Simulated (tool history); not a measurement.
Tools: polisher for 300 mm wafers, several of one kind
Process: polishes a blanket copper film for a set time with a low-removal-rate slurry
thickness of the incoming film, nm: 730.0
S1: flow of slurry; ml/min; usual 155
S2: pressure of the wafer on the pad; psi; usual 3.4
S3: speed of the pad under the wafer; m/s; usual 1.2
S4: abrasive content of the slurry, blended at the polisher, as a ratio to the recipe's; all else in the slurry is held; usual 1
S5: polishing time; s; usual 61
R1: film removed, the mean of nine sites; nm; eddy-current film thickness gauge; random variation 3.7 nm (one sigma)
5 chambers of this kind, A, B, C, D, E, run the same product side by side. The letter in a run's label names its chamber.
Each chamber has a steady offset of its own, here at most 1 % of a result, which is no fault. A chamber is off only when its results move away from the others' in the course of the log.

| run | hour | S1 | S2 | S3 | S4 | S5 | R1 |
|---|---|---|---|---|---|---|---|
| 1A | 7.2 | 155 | 3.4 | 1.2 | 1 | 61 | 277.42 |
| 2C | 17.3 | 155 | 3.4 | 1.2 | 1 | 61 | 287.72 |
|  | 21.1 | chamber D: worn pad replaced by a new one |
| 3B | 31.4 | 155 | 3.4 | 1.2 | 1 | 61 | 285.47 |
| 4E | 47.3 | 155 | 3.4 | 1.2 | 1 | 61 | 283.62 |
|  | 56 | chamber E: worn pad replaced by a new one |
| 5D | 62.3 | 155 | 3.4 | 1.2 | 1 | 61 | 275.09 |
|  | 64.4 | chamber A: worn pad replaced by a new one |
|  | 64.5 | chamber D: slurry nozzle cleaned |
|  | 67.9 | chamber C: worn pad replaced by a new one |
|  | 75 | chamber A: slurry nozzle cleaned |
| 6C | 75.6 | 155 | 3.4 | 1.2 | 1 | 61 | 282.71 |
| 7B | 83.9 | 155 | 3.4 | 1.2 | 1 | 61 | 283.81 |
|  | 93.9 | chamber D: worn pad replaced by a new one |
| 8D | 98.4 | 155 | 3.4 | 1.2 | 1 | 61 | 286.64 |
| 9E | 106.2 | 155 | 2.2 | 1.2 | 1.2 | 61 | 193.72 |
|  | 115.4 | chamber A: slurry blender recalibrated |
| 10A | 117.1 | 155 | 2.2 | 1.2 | 1.2 | 61 | 192.44 |
|  | 123 | chamber B: worn pad replaced by a new one |
| 11D | 133.2 | 155 | 2.2 | 1.2 | 1.2 | 61 | 191.7 |
| 12E | 148.9 | 155 | 2.2 | 1.2 | 1.2 | 61 | 189.05 |
|  | 159.6 | chamber C: worn pad replaced by a new one |
| 13C | 162.9 | 155 | 2.2 | 1.2 | 1.2 | 61 | 196.35 |
|  | 163.5 | chamber A: worn pad replaced by a new one |
|  | 165.7 | chamber E: worn pad replaced by a new one |
| 14A | 173.5 | 155 | 3.4 | 1.2 | 1 | 61 | 283.33 |
|  | 174.1 | chamber D: worn pad replaced by a new one |
|  | 174.8 | chamber C: slurry blender recalibrated |
| 15B | 180.7 | 155 | 3.4 | 1.2 | 1 | 61 | 283.61 |
| 16C | 188.9 | 155 | 3.4 | 1.2 | 1 | 61 | 291.69 |
| 17E | 196 | 155 | 4 | 1.2 | 1 | 49 | 265.03 |
| 18B | 206.6 | 155 | 4 | 1.2 | 1 | 49 | 263.45 |
|  | 214.8 | chamber B: slurry blender recalibrated |
| 19D | 219.6 | 155 | 4 | 1.2 | 1 | 49 | 268.4 |
|  | 225.4 | chamber D: slurry blender recalibrated |
| 20A | 230.7 | 155 | 4 | 1.2 | 1 | 49 | 270.51 |
| 21A | 240.8 | 155 | 4 | 1.2 | 1 | 49 | 266.01 |
|  | 247.3 | chamber C: worn pad replaced by a new one |
| 22B | 252.7 | 155 | 3.4 | 1.2 | 1 | 61 | 283.74 |
|  | 259.7 | chamber B: worn pad replaced by a new one |
| 23C | 260 | 155 | 3.4 | 1.2 | 1 | 61 | 284.41 |
|  | 260.4 | chamber E: worn pad replaced by a new one |
|  | 263.1 | chamber D: worn pad replaced by a new one |
|  | 270.3 | chamber A: slurry nozzle cleaned |
| 24D | 271.9 | 155 | 3.4 | 1.36 | 1 | 61 | 322.1 |
|  | 278.6 | chamber C: head pressure recalibrated |
|  | 283.4 | chamber A: worn pad replaced by a new one |
|  | 285.4 | chamber A: slurry blender recalibrated |
| 25E | 286 | 155 | 3.4 | 1.36 | 1 | 61 | 309.75 |
| 26B | 294 | 155 | 3.4 | 1.36 | 1 | 61 | 324.69 |
| 27A | 308.5 | 155 | 3.4 | 1.36 | 1 | 61 | 319.04 |
| 28C | 318.8 | 155 | 3.4 | 1.36 | 1 | 61 | 326.62 |
|  | 325.5 | chamber C: worn pad replaced by a new one |
| 29D | 331 | 155 | 3.4 | 1.2 | 1 | 61 | 285.08 |
| 30E | 341.1 | 155 | 3.4 | 1.2 | 1 | 61 | 271.94 |
|  | 349 | chamber E: worn pad replaced by a new one |
| 31C | 355 | 155 | 3.4 | 1.2 | 1 | 61 | 285.69 |
|  | 355.4 | chamber D: worn pad replaced by a new one |
|  | 361 | chamber D: head pressure recalibrated |
| 32B | 363 | 155 | 3.4 | 1.2 | 1 | 61 | 272.89 |
| 33A | 371.6 | 155 | 3.4 | 1.2 | 1 | 61 | 287.46 |
| 34E | 385.2 | 155 | 3.4 | 1.2 | 1 | 61 | 261.16 |
| 35D | 393.6 | 155 | 3.4 | 1.2 | 1 | 61 | 286.34 |
| 36D | 409.5 | 155 | 3.4 | 1.2 | 1 | 61 | 278.49 |

All 5 chambers run these settings next. Forecast each chamber's results:
| 37A | 421.3 | 155 | 3.4 | 1.2 | 1 | 61 | ? |
| 37B | 421.3 | 155 | 3.4 | 1.2 | 1 | 61 | ? |
| 37C | 421.3 | 155 | 3.4 | 1.2 | 1 | 61 | ? |
| 37D | 421.3 | 155 | 3.4 | 1.2 | 1 | 61 | ? |
| 37E | 421.3 | 155 | 3.4 | 1.2 | 1 | 61 | ? |

| run | R1 |
|---|---|
| 37A | 282.18 |
| 37B | 278.59 |
| 37C | 287.2 |
| 37D | 281.4 |
| 37E | 256.47 |
